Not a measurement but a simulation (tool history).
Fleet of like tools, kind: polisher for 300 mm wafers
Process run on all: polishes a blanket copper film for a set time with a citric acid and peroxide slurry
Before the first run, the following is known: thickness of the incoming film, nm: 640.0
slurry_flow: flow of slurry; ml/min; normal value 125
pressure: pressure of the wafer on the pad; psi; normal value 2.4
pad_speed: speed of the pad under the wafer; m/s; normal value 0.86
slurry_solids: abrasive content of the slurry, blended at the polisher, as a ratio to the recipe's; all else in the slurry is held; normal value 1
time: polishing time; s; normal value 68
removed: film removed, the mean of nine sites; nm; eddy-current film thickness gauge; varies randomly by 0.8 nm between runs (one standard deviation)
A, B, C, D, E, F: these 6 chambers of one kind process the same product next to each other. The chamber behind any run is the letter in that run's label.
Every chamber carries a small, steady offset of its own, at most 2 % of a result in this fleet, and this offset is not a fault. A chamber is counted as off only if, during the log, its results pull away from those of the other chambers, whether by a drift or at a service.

run   hour  slurry_flow  pressure  pad_speed  slurry_solids  time  removed
 1A     14          125       2.4       0.86              1    68    98.77
 2E   24.9          125       2.4       0.86              1    68   97.805
      27.9  -- chamber E: slurry nozzle cleaned
 3B   31.4          125       2.4       0.86              1    68   97.456
        36  -- chamber A: slurry blender recalibrated
 4D   39.2          125       2.4       0.86              1    68   98.376
 5F   49.6          125       2.4       0.86              1    68   96.726
      55.3  -- chamber C: worn pad replaced by a new one
      57.6  -- chamber B: worn pad replaced by a new one
      58.3  -- chamber F: worn pad replaced by a new one
 6C   62.8          125       2.4       0.86              1    68   97.609
      65.1  -- chamber A: worn pad replaced by a new one
 7E   69.8          125       2.4       0.86              1    68   97.867
      71.7  -- chamber E: worn pad replaced by a new one
 8F   81.9          125       2.4       0.86              1    68    96.62
 9A   93.1          125       2.4       0.86              1    68   99.175
10C  106.8          125       2.4       0.86              1    68   96.792
     110.2  -- chamber F: slurry blender recalibrated
     116.8  -- chamber B: slurry nozzle cleaned
11B  119.7          125       2.4       0.86              1    55   80.156
     120.2  -- chamber D: slurry blender recalibrated
     126.3  -- chamber C: slurry nozzle cleaned
12D  128.6          125       2.4       0.86              1    55   78.243
     132.5  -- chamber D: worn pad replaced by a new one
13D  138.6          125       2.4       0.86              1    55   79.381
     141.4  -- chamber F: worn pad replaced by a new one
     144.9  -- chamber C: worn pad replaced by a new one
     145.1  -- chamber E: slurry blender recalibrated
     148.1  -- chamber E: head pressure recalibrated
14F  153.1          125       2.4       0.86              1    55   78.368
15E  166.3          125       2.4       0.86              1    55   78.782
     173.8  -- chamber E: worn pad replaced by a new one
16B  176.4          125       2.4       0.86              1    55   79.657
     176.7  -- chamber B: worn pad replaced by a new one
     180.5  -- chamber A: worn pad replaced by a new one
17C  186.8          125       2.4       0.86              1    68   95.924
     195.5  -- chamber D: slurry nozzle cleaned
18A  199.8          125       2.4       0.86              1    68   99.682
19B  206.7          125       2.4       0.86              1    68   99.339
20D  220.3          125       2.4       0.86              1    68   97.668
21A  227.2          125       2.4       0.86              1    68   99.044
     227.3  -- chamber F: worn pad replaced by a new one
     235.8  -- chamber C: worn pad replaced by a new one
22C  239.3          155       2.4       0.86              1    52   78.309
23E  246.3          155       2.4       0.86              1    52   79.418
24F  257.6          155       2.4       0.86              1    52   77.552
       260  -- chamber A: slurry nozzle cleaned
25D  264.9          155       2.4       0.86              1    52   77.969
     268.2  -- chamber E: worn pad replaced by a new one
26C  276.2          155       2.4       0.86              1    52    78.32
27B  284.9          155       2.4       0.86              1    52   79.116
     286.5  -- chamber B: worn pad replaced by a new one
     287.5  -- chamber B: slurry blender recalibrated
     290.4  -- chamber A: slurry blender recalibrated
     291.7  -- chamber A: worn pad replaced by a new one
28F  297.8          125       2.4       0.86              1    68   96.139
29E  306.8          110       2.4       0.86              1    84   116.14
       309  -- chamber D: worn pad replaced by a new one
     309.8  -- chamber C: worn pad replaced by a new one
     319.7  -- chamber F: worn pad replaced by a new one
30A  320.9          110       2.4       0.86              1    84   119.34
31F  329.8          110       2.4       0.86              1    84   114.81
32D    345          110       2.4       0.86              1    84   117.22
     347.8  -- chamber E: slurry blender recalibrated
     354.3  -- chamber E: worn pad replaced by a new one
33A  360.2          110       2.4       0.86              1    84   117.88
34E    373          110       2.4       0.86              1    84   118.36
     383.1  -- chamber B: slurry nozzle cleaned
35C  384.1          125       2.4       0.86              1    68    99.04
     384.6  -- chamber B: worn pad replaced by a new one
36B  392.5          125       2.4       0.86              1    68   98.699
     395.2  -- chamber C: slurry blender recalibrated
37D    400          125       2.4       0.86              1    68   97.595
     402.1  -- chamber C: worn pad replaced by a new one
38C  414.3          125       2.4       0.86              1    68   99.508

Next, all 6 chambers run the settings below, one line each with question marks for the results. What does each chamber give?
39A  425.2          125       2.4       0.86            0.9    68        ?
39B  425.2          125       2.4       0.86            0.9    68        ?
39C  425.2          125       2.4       0.86            0.9    68        ?
39D  425.2          125       2.4       0.86            0.9    68        ?
39E  425.2          125       2.4       0.86            0.9    68        ?
39F  425.2          125       2.4       0.86            0.9    68        ?

run  removed
39A   96.767
39B   96.539
39C   97.247
39D   96.614
39E    95.05
39F   93.995
